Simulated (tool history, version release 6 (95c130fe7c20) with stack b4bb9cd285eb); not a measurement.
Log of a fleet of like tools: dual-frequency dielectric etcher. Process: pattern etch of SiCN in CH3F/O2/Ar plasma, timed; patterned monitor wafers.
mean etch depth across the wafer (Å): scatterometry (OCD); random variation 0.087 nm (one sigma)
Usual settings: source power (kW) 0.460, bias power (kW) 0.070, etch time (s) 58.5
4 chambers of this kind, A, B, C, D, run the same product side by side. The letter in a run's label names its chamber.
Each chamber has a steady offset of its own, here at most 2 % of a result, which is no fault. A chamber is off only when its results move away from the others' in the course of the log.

| run | hour | source power (kW) | bias power (kW) | etch time (s) | read-back reference wafer on the same gauge, depth_nm | mean etch depth across the wafer (Å) |
|---|---|---|---|---|---|---|
| 1B | 10.4 | 0.460 | 0.070 | 58.5 | 19.885 | 228.79 |
| 2D | 17.2 | 0.460 | 0.070 | 58.5 | 19.886 | 227.43 |
| 3C | 23.9 | 0.460 | 0.070 | 58.5 | 19.904 | 232.19 |
| 4A | 28.6 | 0.460 | 0.070 | 58.5 | 19.907 | 233.09 |
| 5A | 35.1 | 0.460 | 0.070 | 58.5 | 19.899 | 232.28 |
| 6B | 44.9 | 0.460 | 0.070 | 58.5 | 19.915 | 229.72 |
| 7D | 50.9 | 0.460 | 0.070 | 58.5 | 19.897 | 227.67 |
|  | 51.9 | chamber A: bias power generator calibrated |
| 8C | 56.5 | 0.460 | 0.070 | 58.5 | 19.926 | 231.73 |
| 9B | 64.3 | 0.420 | 0.070 | 58.5 | 19.883 | 220.29 |
| 10C | 72.3 | 0.420 | 0.070 | 58.5 | 19.906 | 222.42 |
| 11D | 82.5 | 0.420 | 0.070 | 58.5 | 19.879 | 219.49 |
| 12A | 91.1 | 0.420 | 0.070 | 58.5 | 19.903 | 225.81 |
| 13C | 99.2 | 0.460 | 0.070 | 58.5 | 19.904 | 229.67 |
|  | 101.5 | chamber C: wet clean of the chamber |
| 14A | 109.0 | 0.460 | 0.070 | 58.5 | 19.891 | 232.40 |
| 15B | 118.3 | 0.460 | 0.070 | 58.5 | 19.900 | 228.63 |
| 16D | 127.9 | 0.460 | 0.070 | 58.5 | 19.890 | 227.68 |
| 17D | 135.1 | 0.460 | 0.070 | 58.5 | 19.918 | 227.36 |
| 18A | 140.3 | 0.460 | 0.070 | 58.5 | 19.918 | 232.96 |
| 19C | 147.2 | 0.460 | 0.070 | 58.5 | 19.898 | 232.23 |
| 20B | 154.5 | 0.460 | 0.070 | 58.5 | 19.909 | 227.49 |
| 21A | 164.0 | 0.460 | 0.070 | 58.5 | 19.907 | 233.02 |
| 22D | 173.0 | 0.460 | 0.070 | 58.5 | 19.905 | 228.27 |
| 23C | 182.8 | 0.460 | 0.070 | 58.5 | 19.907 | 231.11 |
| 24B | 188.6 | 0.460 | 0.070 | 73.5 | 19.875 | 287.56 |
| 25B | 198.1 | 0.460 | 0.070 | 73.5 | 19.888 | 286.72 |
| 26D | 205.1 | 0.460 | 0.070 | 73.5 | 19.900 | 285.92 |
| 27C | 212.1 | 0.460 | 0.070 | 73.5 | 19.896 | 290.97 |
| 28A | 220.5 | 0.460 | 0.070 | 58.5 | 19.897 | 232.86 |
| 29C | 229.7 | 0.460 | 0.070 | 58.5 | 19.901 | 230.18 |
| 30B | 236.6 | 0.390 | 0.070 | 58.5 | 19.907 | 214.05 |
| 31A | 245.9 | 0.390 | 0.070 | 58.5 | 19.899 | 219.65 |
| 32D | 252.6 | 0.390 | 0.070 | 58.5 | 19.899 | 214.88 |
| 33C | 261.8 | 0.390 | 0.070 | 58.5 | 19.887 | 218.82 |
|  | 266.6 | chamber A: wet clean of the chamber |
| 34D | 268.1 | 0.460 | 0.070 | 58.5 | 19.903 | 228.39 |
| 35B | 275.7 | 0.460 | 0.070 | 58.5 | 19.908 | 226.78 |
| 36A | 282.6 | 0.460 | 0.070 | 58.5 | 19.916 | 233.35 |
| 37C | 289.6 | 0.460 | 0.070 | 58.5 | 19.914 | 231.31 |
| 38A | 299.7 | 0.460 | 0.070 | 58.5 | 19.883 | 233.43 |
| 39B | 305.4 | 0.460 | 0.070 | 58.5 | 19.906 | 227.54 |
| 40D | 312.8 | 0.460 | 0.070 | 58.5 | 19.896 | 226.10 |
| 41B | 323.0 | 0.460 | 0.070 | 58.5 | 19.914 | 228.45 |

All 4 chambers run these settings next. Forecast each chamber's results:
| 42A | 330.5 | 0.460 | 0.070 | 58.5 |  | ? |
| 42B | 330.5 | 0.460 | 0.070 | 58.5 |  | ? |
| 42C | 330.5 | 0.460 | 0.070 | 58.5 |  | ? |
| 42D | 330.5 | 0.460 | 0.070 | 58.5 |  | ? |

| run | mean etch depth across the wafer (Å) |
|---|---|
| 42A | 232.38 |
| 42B | 229.19 |
| 42C | 232.62 |
| 42D | 226.76 |

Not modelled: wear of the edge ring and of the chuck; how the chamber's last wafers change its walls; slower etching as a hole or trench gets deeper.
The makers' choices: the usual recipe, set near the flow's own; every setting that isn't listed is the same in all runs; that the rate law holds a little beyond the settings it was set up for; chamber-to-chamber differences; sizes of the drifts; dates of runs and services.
